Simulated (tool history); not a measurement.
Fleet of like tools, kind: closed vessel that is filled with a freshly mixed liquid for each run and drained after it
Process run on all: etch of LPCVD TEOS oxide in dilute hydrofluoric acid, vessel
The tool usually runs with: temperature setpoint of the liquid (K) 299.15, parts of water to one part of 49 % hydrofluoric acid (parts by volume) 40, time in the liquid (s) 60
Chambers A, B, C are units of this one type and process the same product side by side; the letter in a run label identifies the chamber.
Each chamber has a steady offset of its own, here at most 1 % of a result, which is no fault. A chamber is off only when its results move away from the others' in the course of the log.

run,day,temperature setpoint of the liquid (K),parts of water to one part of 49 % hydrofluoric acid (parts by volume),time in the liquid (s),"read-back film thickness of the LPCVD TEOS oxide reference wafer, read on the same gauge (nm)",thickness taken off the LPCVD TEOS oxide on a monitor wafer (Å)
1C,0.442,299.15,40,60,29.992,994.16
2B,0.904,299.15,40,60,29.990,985.33
3A,1.183,299.15,40,60,30.029,983.09
4B,1.492,299.15,40,60,29.996,988.07
5A,1.733,299.15,40,60,30.007,979.00
6C,1.967,303.65,40,95,30.006,1867.30
7A,2.221,303.65,40,95,30.012,1870.60
8C,2.533,303.65,40,95,29.983,1862.30
# day 2.754: chamber C: hydrofluoric acid flow meter replaced
9B,2.942,299.15,40,60,30.024,989.09
10B,3.212,299.15,40,60,30.006,990.66
11A,3.621,299.15,40,60,29.983,977.74
12C,3.846,299.15,40,60,29.997,977.65
13B,4.317,299.15,40,60,30.006,987.06
14C,4.579,299.15,40,60,30.012,969.43
15A,4.971,299.15,40,50,29.982,813.82
16C,5.279,299.15,40,50,29.977,798.58
17A,5.750,299.15,40,50,29.984,823.85
18B,6.150,299.15,40,60,30.009,988.78
19B,6.621,299.15,40,60,30.013,992.95
20C,7.000,299.15,40,60,29.979,951.97
21A,7.279,299.15,40,60,30.021,985.36
22C,7.492,299.15,40,60,29.986,948.78
23B,7.771,299.15,40,60,29.989,995.48
# day 7.900: chamber B: hydrofluoric acid flow meter replaced
24A,8.021,299.15,40,60,29.999,986.83
25A,8.312,299.15,40,60,30.005,975.31
26C,8.758,299.15,40,60,29.996,934.74
27B,9.196,299.15,40,60,30.022,990.44

Which is it: a chamber that has drifted or been left off by a service, a gauge drift common to all chambers, or only each chamber's usual small offset? If a chamber is off, name it and its likeliest cause.

Little by little, chamber C moves away from the other chambers.
Likeliest cause: liquid colder than its thermometer reads (K) = 1.59.

Which of the 4 candidates below, each the usual settings with something changed and its results left as question marks, puts chamber C back in line with what the other chambers give on the usual settings?
Counts as in line when no further than this from what the other chambers average on the usual settings: thickness taken off the LPCVD TEOS oxide on a monitor wafer (Å) 16.00
28C-1,9.533,300.65,40,60,,?
28C-2,9.533,297.65,40,60,,?
28C-3,9.533,298.65,40,55,,?
28C-4,9.533,301.65,40,60,,?

The mean the other chambers reach with the usual settings: thickness taken off the LPCVD TEOS oxide on a monitor wafer (Å) 986.62
run,thickness taken off the LPCVD TEOS oxide on a monitor wafer (Å)
28C-1,990.21
28C-2,873.21
28C-3,834.86
28C-4,1032.20
28C-1 puts the chamber back in line with the other chambers.
